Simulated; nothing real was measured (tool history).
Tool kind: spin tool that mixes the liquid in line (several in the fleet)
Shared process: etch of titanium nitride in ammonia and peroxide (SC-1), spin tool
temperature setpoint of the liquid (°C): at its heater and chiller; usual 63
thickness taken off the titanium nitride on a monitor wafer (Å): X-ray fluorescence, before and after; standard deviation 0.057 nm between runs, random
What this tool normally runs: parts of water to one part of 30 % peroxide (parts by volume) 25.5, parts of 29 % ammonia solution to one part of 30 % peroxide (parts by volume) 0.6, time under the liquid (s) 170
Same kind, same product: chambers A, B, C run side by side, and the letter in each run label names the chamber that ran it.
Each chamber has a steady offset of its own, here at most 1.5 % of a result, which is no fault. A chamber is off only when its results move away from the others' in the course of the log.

run   hour  temperature setpoint of the liquid (°C)  parts of water to one part of 30 % peroxide (parts by volume)  parts of 29 % ammonia solution to one part of 30 % peroxide (parts by volume)  time under the liquid (s)  hours since the thermometer was replaced  hours since the ammonia flow meter was replaced  hours since the heated supply line was repaired  hours since the drum of ammonia solution was connected  read-back film thickness of the titanium nitride reference wafer, read on the same gauge (nm)  thickness taken off the titanium nitride on a monitor wafer (Å)
 1B    3.4                                       63                                                           25.5                                                                            0.6                        170                                    1949.9                                           1860.9                                            667.8                                                   299.7                                                                                         150.02                                                           126.46
 2C    5.9                                       63                                                           25.5                                                                            0.6                        170                                    1102.9                                            550.1                                           1033.6                                                   283.2                                                                                         150.01                                                           126.76
 3A    8.9                                       63                                                           25.5                                                                            0.6                        170                                    2696.6                                            951.5                                            840.4                                                   427.3                                                                                            150                                                           126.64
 4B   12.8                                       63                                                           25.5                                                                            0.6                        170                                    1959.3                                           1870.3                                            677.2                                                   309.1                                                                                            150                                                           126.47
 5A   16.4                                       63                                                           25.5                                                                            0.6                        170                                    2704.1                                              959                                            847.9                                                   434.8                                                                                         149.98                                                            125.6
 6C   20.5                                       63                                                           25.5                                                                            0.6                        170                                    1117.5                                            564.7                                           1048.2                                                   297.8                                                                                         149.95                                                           125.56
 7B   23.8                                       63                                                           25.5                                                                            0.6                        170                                    1970.3                                           1881.3                                            688.2                                                   320.1                                                                                         149.97                                                           126.23
 8C     27                                       63                                                           25.5                                                                            0.6                        170                                      1124                                            571.2                                           1054.7                                                   304.3                                                                                         150.01                                                           126.75
 9A   30.8                                       63                                                           25.5                                                                            0.6                        170                                    2718.5                                            973.4                                            862.3                                                   449.2                                                                                         150.04                                                           125.32
      34.2  -- chamber A: new drum of ammonia solution connected
10A   34.6                                       63                                                           25.5                                                                            0.6                        170                                    2722.3                                            977.2                                            866.1                                                     0.4                                                                                         149.99                                                           125.51
11B   36.7                                       63                                                           25.5                                                                            0.6                        170                                    1983.2                                           1894.2                                            701.1                                                     333                                                                                         149.97                                                           125.98
12C   40.1                                       63                                                           25.5                                                                            0.6                        170                                    1137.1                                            584.3                                           1067.8                                                   317.4                                                                                            150                                                           125.58
      43.2  -- chamber B: new drum of ammonia solution connected
13A   44.4                                       63                                                           25.5                                                                            0.6                        170                                    2732.1                                              987                                            875.9                                                    10.2                                                                                         150.06                                                           124.93
14B     47                                       63                                                           25.5                                                                            0.6                        170                                    1993.5                                           1904.5                                            711.4                                                     3.8                                                                                         150.02                                                           126.89
      51.1  -- chamber C: ammonia flow meter replaced
15C   51.3                                     56.5                                                           25.5                                                                            0.6                        170                                    1148.3                                              0.2                                             1079                                                   328.6                                                                                         149.99                                                           82.224
16C   55.1                                     56.5                                                           25.5                                                                            0.6                        170                                    1152.1                                                4                                           1082.8                                                   332.4                                                                                         150.01                                                           82.107
17B   58.2                                     56.5                                                           25.5                                                                            0.6                        170                                    2004.7                                           1915.7                                            722.6                                                      15                                                                                         149.95                                                           81.966
18A   60.4                                       63                                                           25.5                                                                            0.6                        170                                    2748.1                                             1003                                            891.9                                                    26.2                                                                                         149.99                                                           125.88
19B   64.4                                       63                                                           25.5                                                                            0.6                        170                                    2010.9                                           1921.9                                            728.8                                                    21.2                                                                                         149.99                                                           126.66
20A   67.4                                     68.5                                                           25.5                                                                           0.45                        170                                    2755.1                                             1010                                            898.9                                                    33.2                                                                                         149.93                                                           167.68
21C   70.2                                     68.5                                                           25.5                                                                           0.45                        170                                    1167.2                                             19.1                                           1097.9                                                   347.5                                                                                         150.03                                                           167.33
22C   74.5                                     68.5                                                           25.5                                                                           0.45                        170                                    1171.5                                             23.4                                           1102.2                                                   351.8                                                                                            150                                                           165.56
23B   77.3                                       63                                                           25.5                                                                            0.6                        170                                    2023.8                                           1934.8                                            741.7                                                    34.1                                                                                         150.02                                                           127.28
24A   81.6                                       63                                                           25.5                                                                            0.6                        170                                    2769.3                                           1024.2                                            913.1                                                    47.4                                                                                         149.98                                                           125.46
25B   83.7                                     59.5                                                           25.5                                                                            0.6                        170                                    2030.2                                           1941.2                                            748.1                                                    40.5                                                                                            150                                                           100.06
26A     86                                     59.5                                                           25.5                                                                            0.6                        170                                    2773.7                                           1028.6                                            917.5                                                    51.8                                                                                         149.99                                                            100.4
27C     90                                     59.5                                                           25.5                                                                            0.6                        170                                      1187                                             38.9                                           1117.7                                                   367.3                                                                                         150.04                                                           98.554
28B   92.6                                       63                                                           25.5                                                                            0.6                        170                                    2039.1                                           1950.1                                              757                                                    49.4                                                                                         150.02                                                           125.41
29A   95.3                                       63                                                           25.5                                                                            0.6                        170                                      2783                                           1037.9                                            926.8                                                    61.1                                                                                         149.94                                                           125.86
      97.9  -- chamber A: thermometer replaced
30C   98.4                                       63                                                           25.5                                                                            0.6                        170                                    1195.4                                             47.3                                           1126.1                                                   375.7                                                                                         150.01                                                           122.93
31C  101.2                                       63                                                           25.5                                                                            0.6                        170                                    1198.2                                             50.1                                           1128.9                                                   378.5                                                                                         149.96                                                            123.4
32B  104.1                                       63                                                           25.5                                                                            0.6                        170                                    2050.6                                           1961.6                                            768.5                                                    60.9                                                                                            150                                                           125.45
33A  108.4                                       63                                                           25.5                                                                            0.6                        170                                      10.5                                             1051                                            939.9                                                    74.2                                                                                         149.98                                                           124.36

One chamber off, gauge drift, or nothing amiss beyond the chambers' own small offsets? If it is a chamber, which one, and what is the likeliest cause?

Little by little, chamber C moves away from the other chambers.
Cause: temperature lost on the way to the wafer (K) = 0.419.
It could be hard to tell apart here from: liquid colder than its thermometer reads (K); ammonia solution weaker than its label (%).

Which of the 4 candidates below, each the usual settings with something changed and its results left as question marks, puts chamber C back in line with what the other chambers give on the usual settings?
Allowed miss from the other chambers' usual-settings mean, per result, to count as in line: thickness taken off the titanium nitride on a monitor wafer (Å) 2
34C-1  111.5                                       63                                                           25.5                                                                            0.8                        170                                                                                                                                                                                                                                                                                                                                                                   ?
34C-2  111.5                                       63                                                           25.5                                                                           0.45                        170                                                                                                                                                                                                                                                                                                                                                                   ?
34C-3  111.5                                       63                                                           26.5                                                                            0.6                        170                                                                                                                                                                                                                                                                                                                                                                   ?
34C-4  111.5                                       63                                                           24.5                                                                            0.6                        170                                                                                                                                                                                                                                                                                                                                                                   ?

Other chambers, usual settings, mean: thickness taken off the titanium nitride on a monitor wafer (Å) 125.96
  run  thickness taken off the titanium nitride on a monitor wafer (Å)
34C-1                                                           130.26
34C-2                                                           116.88
34C-3                                                           120.78
34C-4                                                           126.32
The right change is 34C-4: it brings the chamber back within the allowed miss of the others.
